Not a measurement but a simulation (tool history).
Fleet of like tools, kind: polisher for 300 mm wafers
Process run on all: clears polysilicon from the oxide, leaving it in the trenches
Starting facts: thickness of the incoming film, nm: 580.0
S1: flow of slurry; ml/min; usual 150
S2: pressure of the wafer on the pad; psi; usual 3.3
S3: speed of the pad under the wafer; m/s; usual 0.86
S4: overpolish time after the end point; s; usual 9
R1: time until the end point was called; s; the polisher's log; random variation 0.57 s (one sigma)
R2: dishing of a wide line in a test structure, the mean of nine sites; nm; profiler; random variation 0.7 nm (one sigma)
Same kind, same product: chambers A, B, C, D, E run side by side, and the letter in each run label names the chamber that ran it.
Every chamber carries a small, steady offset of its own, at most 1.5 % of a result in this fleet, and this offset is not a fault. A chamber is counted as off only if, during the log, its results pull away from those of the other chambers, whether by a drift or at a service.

| run | hour | S1 | S2 | S3 | S4 | R1 | R2 |
|---|---|---|---|---|---|---|---|
|  | 6.6 | chamber D: worn pad replaced by a new one |
| 1C | 10.1 | 150 | 3.3 | 0.86 | 9 | 33.336 | 59.194 |
|  | 19.3 | chamber B: worn pad replaced by a new one |
|  | 19.7 | chamber C: worn pad replaced by a new one |
| 2B | 20.1 | 150 | 3.3 | 0.86 | 9 | 32.96 | 59.987 |
|  | 31.6 | chamber A: worn pad replaced by a new one |
| 3E | 32.5 | 150 | 3.3 | 0.86 | 9 | 33.623 | 59.607 |
| 4A | 38.3 | 150 | 3.3 | 0.86 | 9 | 33.512 | 59.607 |
| 5D | 49.7 | 115 | 3.3 | 0.76 | 9 | 38.823 | 56.73 |
| 6D | 61.8 | 115 | 3.3 | 0.76 | 9 | 39.421 | 56.287 |
|  | 64.5 | chamber D: worn pad replaced by a new one |
|  | 67.8 | chamber E: head pressure recalibrated |
| 7A | 68.1 | 115 | 3.3 | 0.76 | 9 | 39.809 | 57.256 |
|  | 75.1 | chamber E: worn pad replaced by a new one |
| 8E | 77.6 | 115 | 3.3 | 0.76 | 9 | 41.516 | 57.45 |
|  | 79.6 | chamber C: worn pad replaced by a new one |
| 9C | 85.2 | 115 | 3.3 | 0.76 | 9 | 39.63 | 56.019 |
|  | 87.5 | chamber A: worn pad replaced by a new one |
|  | 91.4 | chamber B: worn pad replaced by a new one |
| 10B | 96.8 | 150 | 3.3 | 0.86 | 9 | 33.187 | 59.103 |
| 11C | 106.1 | 150 | 3.3 | 0.86 | 9 | 33.272 | 58.844 |
| 12A | 113.7 | 150 | 3.3 | 0.86 | 9 | 33.542 | 60.192 |
|  | 120.4 | chamber D: worn pad replaced by a new one |
| 13D | 123.8 | 150 | 3.3 | 0.86 | 9 | 33.513 | 60.569 |
|  | 133.3 | chamber E: slurry nozzle cleaned |
| 14B | 136.7 | 150 | 3.3 | 0.86 | 9 | 32.843 | 58.942 |
|  | 138.2 | chamber C: worn pad replaced by a new one |
|  | 139 | chamber A: head pressure recalibrated |
|  | 142.9 | chamber A: worn pad replaced by a new one |
| 15E | 146.5 | 150 | 3.3 | 0.86 | 9 | 33.564 | 60.135 |
| 16A | 152.9 | 150 | 3.3 | 0.86 | 9 | 33.423 | 60.052 |
|  | 154.4 | chamber B: worn pad replaced by a new one |
| 17C | 165.1 | 150 | 3.3 | 0.68 | 9 | 41.539 | 55.323 |
| 18B | 176.8 | 150 | 3.3 | 0.68 | 9 | 42.37 | 55.928 |
|  | 177.6 | chamber E: worn pad replaced by a new one |
| 19E | 186.1 | 150 | 3.3 | 0.68 | 9 | 43.296 | 54.611 |
|  | 190 | chamber D: worn pad replaced by a new one |
| 20D | 193.7 | 150 | 3.3 | 0.68 | 9 | 42.174 | 55.333 |
|  | 199.5 | chamber C: worn pad replaced by a new one |
|  | 203.2 | chamber A: worn pad replaced by a new one |
| 21E | 204.4 | 150 | 3.3 | 0.68 | 9 | 41.957 | 55.324 |
| 22D | 210.8 | 150 | 4 | 0.86 | 8 | 27.639 | 60.208 |
|  | 216.5 | chamber B: worn pad replaced by a new one |
| 23C | 221.4 | 150 | 4 | 0.86 | 8 | 27.384 | 61.303 |
| 24A | 229.5 | 150 | 4 | 0.86 | 8 | 26.88 | 59.119 |
| 25B | 235.3 | 150 | 4 | 0.86 | 8 | 27.455 | 59.425 |
| 26D | 246 | 150 | 4 | 0.86 | 8 | 27.816 | 59.631 |
| 27A | 253.8 | 150 | 3.3 | 0.86 | 9 | 33.422 | 58.944 |
| 28E | 264.1 | 150 | 3.3 | 0.86 | 9 | 33.239 | 59.35 |
|  | 268.4 | chamber C: worn pad replaced by a new one |
|  | 272.8 | chamber C: head pressure recalibrated |
| 29C | 276.1 | 150 | 3.3 | 0.86 | 9 | 33.007 | 61.023 |
|  | 283.2 | chamber B: worn pad replaced by a new one |
| 30B | 287.3 | 150 | 4.3 | 1 | 9 | 21.991 | 62.515 |
| 31C | 298.1 | 150 | 4.3 | 1 | 9 | 22.196 | 64.073 |
|  | 298.5 | chamber E: worn pad replaced by a new one |
| 32E | 308 | 150 | 4.3 | 1 | 9 | 22.15 | 62.679 |

Is one chamber off against the others, does the gauge drift, or is nothing wrong? If a chamber is off, say which, and what the likeliest cause is.

Neither any chamber nor the gauge drifts; the chambers differ only by their own small, steady offsets.

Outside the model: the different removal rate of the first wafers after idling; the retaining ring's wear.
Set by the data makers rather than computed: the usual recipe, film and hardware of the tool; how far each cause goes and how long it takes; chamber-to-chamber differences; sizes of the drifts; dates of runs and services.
